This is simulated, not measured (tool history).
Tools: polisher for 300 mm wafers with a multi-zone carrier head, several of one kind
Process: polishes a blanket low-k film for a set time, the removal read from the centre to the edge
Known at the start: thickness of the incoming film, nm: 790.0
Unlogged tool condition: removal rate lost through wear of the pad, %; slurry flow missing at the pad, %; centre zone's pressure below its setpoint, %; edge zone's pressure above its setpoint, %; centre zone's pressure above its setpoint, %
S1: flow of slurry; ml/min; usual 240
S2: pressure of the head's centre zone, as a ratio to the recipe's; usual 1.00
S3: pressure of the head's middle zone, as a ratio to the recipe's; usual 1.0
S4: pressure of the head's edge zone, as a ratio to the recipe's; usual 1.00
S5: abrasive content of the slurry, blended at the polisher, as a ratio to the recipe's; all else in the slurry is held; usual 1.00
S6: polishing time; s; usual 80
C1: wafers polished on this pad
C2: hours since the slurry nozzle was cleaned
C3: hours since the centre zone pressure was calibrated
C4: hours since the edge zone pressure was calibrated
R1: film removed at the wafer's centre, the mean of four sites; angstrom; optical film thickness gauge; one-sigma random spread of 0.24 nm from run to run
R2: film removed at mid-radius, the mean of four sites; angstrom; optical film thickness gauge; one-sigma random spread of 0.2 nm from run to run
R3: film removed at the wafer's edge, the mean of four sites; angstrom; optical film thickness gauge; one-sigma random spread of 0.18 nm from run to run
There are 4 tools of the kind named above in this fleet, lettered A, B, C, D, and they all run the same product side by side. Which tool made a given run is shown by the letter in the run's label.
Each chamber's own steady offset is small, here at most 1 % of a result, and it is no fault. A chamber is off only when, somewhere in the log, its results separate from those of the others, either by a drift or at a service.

At hour 1.6: chamber D: worn pad replaced by a new one.
At hour 1.9: chamber A: worn pad replaced by a new one.
Run 1D, hour 6.3: usual settings; C1 37; C2 369.8; C3 415.3; C4 149.6. Result: R1 284.76 angstrom, R2 284.70 angstrom, R3 288.16 angstrom.
Run 2B, hour 16.0: usual settings; C1 303; C2 300.8; C3 1122.4; C4 327.2. Result: R1 286.68 angstrom, R2 281.02 angstrom, R3 285.30 angstrom.
Run 3A, hour 26.4: usual settings; C1 194; C2 432.1; C3 28.5; C4 995.4. Result: R1 285.94 angstrom, R2 284.32 angstrom, R3 284.23 angstrom.
At hour 28.4: chamber A: slurry nozzle cleaned.
Run 4C, hour 40.4: usual settings; C1 395; C2 428.9; C3 474.6; C4 73.9. Result: R1 287.73 angstrom, R2 285.60 angstrom, R3 284.34 angstrom.
At hour 42.2: chamber B: slurry nozzle cleaned.
Run 5D, hour 50.1: usual settings; C1 385; C2 413.6; C3 459.1; C4 193.4. Result: R1 281.26 angstrom, R2 286.44 angstrom, R3 285.52 angstrom.
Run 6A, hour 63.0: usual settings; C1 485; C2 34.7; C3 65.1; C4 1032.0. Result: R1 288.65 angstrom, R2 281.77 angstrom, R3 285.12 angstrom.
Run 7B, hour 70.9: usual settings but S5 0.75; C1 739; C2 28.7; C3 1177.3; C4 382.1. Result: R1 247.30 angstrom, R2 247.98 angstrom, R3 247.24 angstrom.
At hour 76.4: chamber B: worn pad replaced by a new one.
At hour 76.8: chamber C: worn pad replaced by a new one.
Run 8C, hour 80.6: usual settings but S5 0.75; C1 30; C2 469.1; C3 514.8; C4 114.1. Result: R1 246.65 angstrom, R2 246.55 angstrom, R3 244.80 angstrom.
Run 9B, hour 93.6: usual settings but S5 0.75; C1 137; C2 51.4; C3 1200.0; C4 404.8. Result: R1 249.67 angstrom, R2 247.75 angstrom, R3 249.10 angstrom.
At hour 97.1: chamber A: worn pad replaced by a new one.
Run 10D, hour 103.0: usual settings but S5 0.75; C1 805; C2 466.5; C3 512.0; C4 246.3. Result: R1 248.09 angstrom, R2 248.32 angstrom, R3 249.03 angstrom.
At hour 106.4: chamber B: centre zone pressure recalibrated.
Run 11C, hour 110.2: usual settings; C1 265; C2 498.7; C3 544.4; C4 143.7. Result: R1 291.56 angstrom, R2 287.36 angstrom, R3 285.27 angstrom.
Run 12A, hour 117.7: usual settings; C1 164; C2 89.4; C3 119.8; C4 1086.7. Result: R1 287.91 angstrom, R2 285.85 angstrom, R3 282.85 angstrom.
Run 13C, hour 125.6: usual settings; C1 387; C2 514.1; C3 559.8; C4 159.1. Result: R1 288.16 angstrom, R2 287.19 angstrom, R3 282.10 angstrom.
Run 14A, hour 139.7: usual settings but S3 1.1, S5 0.85; C1 338; C2 111.4; C3 141.8; C4 1108.7. Result: R1 265.29 angstrom, R2 283.40 angstrom, R3 267.22 angstrom.
At hour 143.0: chamber A: edge zone pressure recalibrated.
Run 15D, hour 153.1: usual settings but S3 1.1, S5 0.85; C1 1203; C2 516.6; C3 562.1; C4 296.4. Result: R1 261.08 angstrom, R2 289.42 angstrom, R3 264.32 angstrom.
Run 16B, hour 161.6: usual settings but S3 1.1, S5 0.85; C1 677; C2 119.4; C3 55.3; C4 472.8. Result: R1 242.32 angstrom, R2 288.11 angstrom, R3 260.97 angstrom.
At hour 167.4: chamber C: worn pad replaced by a new one.
Run 17B, hour 168.5: usual settings but S3 1.1, S5 0.85; C1 732; C2 126.3; C3 62.2; C4 479.7. Result: R1 243.42 angstrom, R2 288.80 angstrom, R3 264.46 angstrom.
At hour 182.1: chamber B: worn pad replaced by a new one.
Run 18C, hour 182.1: usual settings; C1 117; C2 570.6; C3 616.3; C4 215.6. Result: R1 286.55 angstrom, R2 283.92 angstrom, R3 285.34 angstrom.
Run 19A, hour 191.9: usual settings but S2 1.06; C1 753; C2 163.6; C3 194.0; C4 49.0. Result: R1 303.68 angstrom, R2 284.63 angstrom, R3 283.80 angstrom.
Run 20D, hour 198.4: usual settings but S2 1.06; C1 1562; C2 561.9; C3 607.4; C4 341.7. Result: R1 302.58 angstrom, R2 287.56 angstrom, R3 287.72 angstrom.
At hour 198.6: chamber D: worn pad replaced by a new one.
At hour 202.1: chamber A: worn pad replaced by a new one.
At hour 203.6: chamber C: centre zone pressure recalibrated.
Run 21A, hour 205.3: usual settings but S2 1.06; C1 26; C2 177.0; C3 207.4; C4 62.4. Result: R1 304.30 angstrom, R2 281.75 angstrom, R3 284.53 angstrom.
Run 22C, hour 217.0: usual settings but S2 1.06; C1 394; C2 605.5; C3 13.4; C4 250.5. Result: R1 310.34 angstrom, R2 287.27 angstrom, R3 284.93 angstrom.
Run 23D, hour 225.8: usual settings but S1 320 ml/min, S2 0.96; C1 216; C2 589.3; C3 634.8; C4 369.1. Result: R1 276.72 angstrom, R2 296.36 angstrom, R3 290.69 angstrom.
Run 24B, hour 237.5: usual settings but S1 320 ml/min, S2 0.96; C1 440; C2 195.3; C3 131.2; C4 548.7. Result: R1 258.32 angstrom, R2 292.58 angstrom, R3 287.90 angstrom.
Run 25C, hour 245.6: usual settings but S1 320 ml/min, S2 0.96; C1 621; C2 634.1; C3 42.0; C4 279.1. Result: R1 279.30 angstrom, R2 293.72 angstrom, R3 287.64 angstrom.
Run 26D, hour 256.2: usual settings but S1 320 ml/min, S2 0.96; C1 457; C2 619.7; C3 665.2; C4 399.5. Result: R1 278.33 angstrom, R2 293.84 angstrom, R3 291.38 angstrom.
Run 27B, hour 268.8: usual settings; C1 688; C2 226.6; C3 162.5; C4 580.0. Result: R1 266.70 angstrom, R2 283.09 angstrom, R3 281.48 angstrom.
Run 28A, hour 280.9: usual settings; C1 626; C2 252.6; C3 283.0; C4 138.0. Result: R1 287.53 angstrom, R2 282.85 angstrom, R3 284.43 angstrom.
Run 29A, hour 293.7: usual settings; C1 728; C2 265.4; C3 295.8; C4 150.8. Result: R1 288.77 angstrom, R2 286.78 angstrom, R3 283.23 angstrom.

Next, every chamber runs the same settings. What will each give?
Run 30A, hour 303.9: usual settings but S4 0.94. Result: R1 ?, R2 ?, R3 ?.
Run 30B, hour 303.9: usual settings but S4 0.94. Result: R1 ?, R2 ?, R3 ?.
Run 30C, hour 303.9: usual settings but S4 0.94. Result: R1 ?, R2 ?, R3 ?.
Run 30D, hour 303.9: usual settings but S4 0.94. Result: R1 ?, R2 ?, R3 ?.

run      R1      R2      R3
30A  288.16  284.12  277.72
30B  264.56  287.41  276.92
30C  289.74  285.86  274.41
30D  282.02  282.11  273.87

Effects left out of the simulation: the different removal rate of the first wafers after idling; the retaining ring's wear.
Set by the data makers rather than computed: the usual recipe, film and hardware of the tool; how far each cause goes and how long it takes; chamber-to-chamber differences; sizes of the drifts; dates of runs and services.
